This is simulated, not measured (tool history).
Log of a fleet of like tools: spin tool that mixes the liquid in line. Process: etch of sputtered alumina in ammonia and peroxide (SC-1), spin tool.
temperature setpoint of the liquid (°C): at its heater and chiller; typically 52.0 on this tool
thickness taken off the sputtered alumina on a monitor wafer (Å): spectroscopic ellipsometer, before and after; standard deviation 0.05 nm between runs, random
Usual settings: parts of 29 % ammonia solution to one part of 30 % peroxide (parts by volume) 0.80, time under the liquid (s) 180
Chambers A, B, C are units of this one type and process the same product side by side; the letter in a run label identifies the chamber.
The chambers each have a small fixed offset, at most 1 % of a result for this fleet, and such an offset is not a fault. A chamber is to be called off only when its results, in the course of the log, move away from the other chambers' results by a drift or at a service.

run	hour	temperature setpoint of the liquid (°C)	parts of 29 % ammonia solution to one part of 30 % peroxide (parts by volume)	time under the liquid (s)	read-back film thickness of the sputtered alumina reference wafer, read on the same gauge (nm)	thickness taken off the sputtered alumina on a monitor wafer (Å)
1C	13.3	52.0	0.80	180	59.995	143.530
2A	28.7	52.0	0.80	180	60.025	144.470
3B	43.2	52.0	0.80	180	60.010	145.160
4B	56.7	52.0	0.80	180	59.998	144.880
5C	65.3	52.0	0.80	180	60.003	142.350
# hour 69.2: chamber A: new drum of ammonia solution connected
6A	78.3	52.0	0.80	180	59.974	144.190
7C	87.6	46.5	0.50	180	59.986	99.582
8A	102.6	46.5	0.50	180	60.015	101.130
9B	112.4	46.5	0.50	180	60.009	101.600
# hour 113.9: chamber C: new drum of ammonia solution connected
10A	122.8	52.0	0.80	180	60.017	144.900
# hour 133.0: chamber B: thermometer replaced
11C	138.0	52.0	0.80	180	59.972	143.240
# hour 140.7: chamber B: new drum of ammonia solution connected
12B	147.6	52.0	0.80	180	60.050	144.550
13B	161.2	52.0	0.80	180	60.009	144.710
14A	172.6	59.0	0.80	180	59.990	208.820
15C	182.4	59.0	0.80	180	60.010	207.850
16B	196.7	59.0	0.80	180	59.994	210.670
17C	207.7	52.0	0.80	180	59.995	141.950
18A	216.3	52.0	0.80	180	60.010	144.760
19A	226.1	52.0	0.80	180	59.985	143.920
20B	239.4	52.0	0.80	180	60.003	145.140
21C	249.2	52.0	0.80	180	59.985	143.140
22B	257.6	52.0	0.80	180	60.017	144.530
23A	267.2	52.0	0.80	180	59.983	142.600
# hour 274.2: chamber C: heated supply line repaired
24C	281.1	52.0	0.80	180	60.011	142.370
# hour 285.9: chamber A: new drum of ammonia solution connected
25A	287.8	52.0	0.80	180	60.016	142.350
# hour 292.6: chamber A: heated supply line repaired
26C	296.5	52.0	0.80	180	59.965	143.240
27B	304.5	52.0	0.80	180	59.976	144.460
28B	316.8	52.0	0.80	180	59.978	143.650
29C	325.0	52.0	1.00	95	59.980	77.151
30A	340.2	52.0	1.00	95	60.010	75.845
31A	355.1	52.0	1.00	95	59.996	76.002
32C	363.4	52.0	0.80	180	59.995	143.280
# hour 365.2: chamber C: new drum of ammonia solution connected
33B	371.1	56.0	0.45	180	59.990	169.090
34C	380.8	56.0	0.45	180	60.003	168.510
35B	388.3	56.0	0.45	180	60.002	169.490
36A	396.1	52.0	0.80	180	59.990	140.690
37A	411.1	52.0	0.80	180	60.001	140.200
38B	419.9	52.0	0.80	180	59.976	143.160
39C	428.4	52.0	0.80	180	60.010	143.330
40A	440.2	52.0	0.95	265	59.991	211.080
41C	450.7	52.0	0.95	265	59.998	214.060
42B	459.9	52.0	0.95	265	60.026	217.090
43B	473.8	52.0	0.80	180	59.986	144.800

Each of the 3 chambers runs these same settings next. Fill in every chamber's results:
44A	485.0	52.0	0.80	245		?
44B	485.0	52.0	0.80	245		?
44C	485.0	52.0	0.80	245		?

run	thickness taken off the sputtered alumina on a monitor wafer (Å)
44A	190.190
44B	197.090
44C	195.050

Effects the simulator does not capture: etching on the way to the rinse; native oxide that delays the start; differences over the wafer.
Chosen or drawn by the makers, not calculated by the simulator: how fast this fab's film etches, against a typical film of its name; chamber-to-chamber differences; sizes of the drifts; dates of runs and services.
